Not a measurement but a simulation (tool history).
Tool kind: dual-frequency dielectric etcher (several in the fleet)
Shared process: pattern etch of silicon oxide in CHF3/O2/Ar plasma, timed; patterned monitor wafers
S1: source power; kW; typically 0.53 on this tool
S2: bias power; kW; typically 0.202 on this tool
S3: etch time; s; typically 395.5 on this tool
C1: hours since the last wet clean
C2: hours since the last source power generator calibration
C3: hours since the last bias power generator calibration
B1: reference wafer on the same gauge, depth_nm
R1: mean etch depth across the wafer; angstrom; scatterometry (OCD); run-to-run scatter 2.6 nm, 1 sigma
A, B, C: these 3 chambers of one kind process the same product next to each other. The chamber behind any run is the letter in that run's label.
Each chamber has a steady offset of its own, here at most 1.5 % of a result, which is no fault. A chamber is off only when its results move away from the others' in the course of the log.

{"run": "1C", "hour": 4.2, "S1": 0.53, "S2": 0.202, "S3": 395.5, "C1": 281.3, "C2": 1284, "C3": 2946.2, "B1": 764.43, "R1": 7736.3}
{"run": "2A", "hour": 8.4, "S1": 0.53, "S2": 0.202, "S3": 395.5, "C1": 218.7, "C2": 3120.9, "C3": 970.5, "B1": 763.76, "R1": 7866.3}
{"run": "3B", "hour": 10.4, "S1": 0.53, "S2": 0.202, "S3": 395.5, "C1": 339.7, "C2": 3033.3, "C3": 3133.3, "B1": 763.68, "R1": 7824.3}
{"run": "4C", "hour": 12.7, "S1": 0.53, "S2": 0.202, "S3": 395.5, "C1": 289.8, "C2": 1292.5, "C3": 2954.7, "B1": 763.52, "R1": 7691.5}
{"run": "5B", "hour": 14.7, "S1": 0.53, "S2": 0.202, "S3": 395.5, "C1": 344, "C2": 3037.6, "C3": 3137.6, "B1": 764.06, "R1": 7855.4}
{"run": "6A", "hour": 16.9, "S1": 0.53, "S2": 0.202, "S3": 395.5, "C1": 227.2, "C2": 3129.4, "C3": 979, "B1": 764.62, "R1": 7881.1}
{"run": "7A", "hour": 20.8, "S1": 0.53, "S2": 0.202, "S3": 395.5, "C1": 231.1, "C2": 3133.3, "C3": 982.9, "B1": 764.2, "R1": 7813.7}
{"run": "8C", "hour": 23.0, "S1": 0.53, "S2": 0.202, "S3": 395.5, "C1": 300.1, "C2": 1302.8, "C3": 2965, "B1": 764.69, "R1": 7730.4}
{"run": "9B", "hour": 25.4, "S1": 0.53, "S2": 0.202, "S3": 395.5, "C1": 354.7, "C2": 3048.3, "C3": 3148.3, "B1": 763.36, "R1": 7804}
{"run": "10B", "hour": 29.2, "S1": 0.53, "S2": 0.202, "S3": 395.5, "C1": 358.5, "C2": 3052.1, "C3": 3152.1, "B1": 764.57, "R1": 7807}
{"run": "11C", "hour": 31.6, "S1": 0.53, "S2": 0.159, "S3": 395.5, "C1": 308.7, "C2": 1311.4, "C3": 2973.6, "B1": 764.32, "R1": 7123.9}
{"run": "12A", "hour": 33.8, "S1": 0.53, "S2": 0.159, "S3": 395.5, "C1": 244.1, "C2": 3146.3, "C3": 995.9, "B1": 763.88, "R1": 7132.1}
{"run": "13B", "hour": 36.5, "S1": 0.53, "S2": 0.159, "S3": 395.5, "C1": 365.8, "C2": 3059.4, "C3": 3159.4, "B1": 763.86, "R1": 7250.7}
{"run": "14A", "hour": 38.8, "S1": 0.53, "S2": 0.202, "S3": 395.5, "C1": 249.1, "C2": 3151.3, "C3": 1000.9, "B1": 763.78, "R1": 7717.6}
{"run": "15C", "hour": 41.1, "S1": 0.53, "S2": 0.202, "S3": 395.5, "C1": 318.2, "C2": 1320.9, "C3": 2983.1, "B1": 763.48, "R1": 7710.2}
{"run": "16A", "hour": 43.7, "S1": 0.53, "S2": 0.202, "S3": 395.5, "C1": 254, "C2": 3156.2, "C3": 1005.8, "B1": 764.69, "R1": 7768.2}
{"run": "17C", "hour": 46.4, "S1": 0.53, "S2": 0.202, "S3": 395.5, "C1": 323.5, "C2": 1326.2, "C3": 2988.4, "B1": 763.59, "R1": 7709.1}
{"run": "18B", "hour": 50.1, "S1": 0.53, "S2": 0.202, "S3": 395.5, "C1": 379.4, "C2": 3073, "C3": 3173, "B1": 764.45, "R1": 7839.3}
{"run": "19A", "hour": 52.9, "S1": 0.53, "S2": 0.202, "S3": 395.5, "C1": 263.2, "C2": 3165.4, "C3": 1015, "B1": 763.7, "R1": 7655.4}
{"run": "20C", "hour": 55.8, "S1": 0.53, "S2": 0.202, "S3": 395.5, "C1": 332.9, "C2": 1335.6, "C3": 2997.8, "B1": 763.91, "R1": 7732.3}
{"run": "21B", "hour": 59.0, "S1": 0.53, "S2": 0.202, "S3": 395.5, "C1": 388.3, "C2": 3081.9, "C3": 3181.9, "B1": 764.17, "R1": 7775.1}
{"hour": 62.4, "done": "chamber B: wet clean of the chamber"}
{"run": "22B", "hour": 62.6, "S1": 0.53, "S2": 0.202, "S3": 395.5, "C1": 0.3, "C2": 3085.5, "C3": 3185.5, "B1": 763.95, "R1": 7795.4}

What goes on in this fleet: one chamber off, a drifting gauge, or nothing beyond the chambers' own small offsets? Name the chamber and the cause, if any.

Chamber A drifts away from the others.
Likeliest cause: etch rate under this chamber's usual, % = 2.89.

Here are 4 candidates for chamber A's next run, each the usual settings with a change, their results left as question marks. Which one brings its results back in line with what the others give on the usual settings?
In line here means within this much of the mean the other chambers give on the usual settings: R1 92 angstrom
{"run": "23A-1", "hour": 65.8, "S1": 0.53, "S2": 0.202, "S3": 402, "R1": "?"}
{"run": "23A-2", "hour": 65.8, "S1": 0.53, "S2": 0.201, "S3": 389.5, "R1": "?"}
{"run": "23A-3", "hour": 65.8, "S1": 0.56, "S2": 0.213, "S3": 395.5, "R1": "?"}
{"run": "23A-4", "hour": 65.8, "S1": 0.53, "S2": 0.179, "S3": 395.5, "R1": "?"}

What the other chambers average on the usual settings: R1 7764.8 angstrom
run=23A-1 R1=7749.4
run=23A-2 R1=7495.8
run=23A-3 R1=7924.9
run=23A-4 R1=7319.5
23A-1 is the one that brings the chamber's results back in line with the other chambers.

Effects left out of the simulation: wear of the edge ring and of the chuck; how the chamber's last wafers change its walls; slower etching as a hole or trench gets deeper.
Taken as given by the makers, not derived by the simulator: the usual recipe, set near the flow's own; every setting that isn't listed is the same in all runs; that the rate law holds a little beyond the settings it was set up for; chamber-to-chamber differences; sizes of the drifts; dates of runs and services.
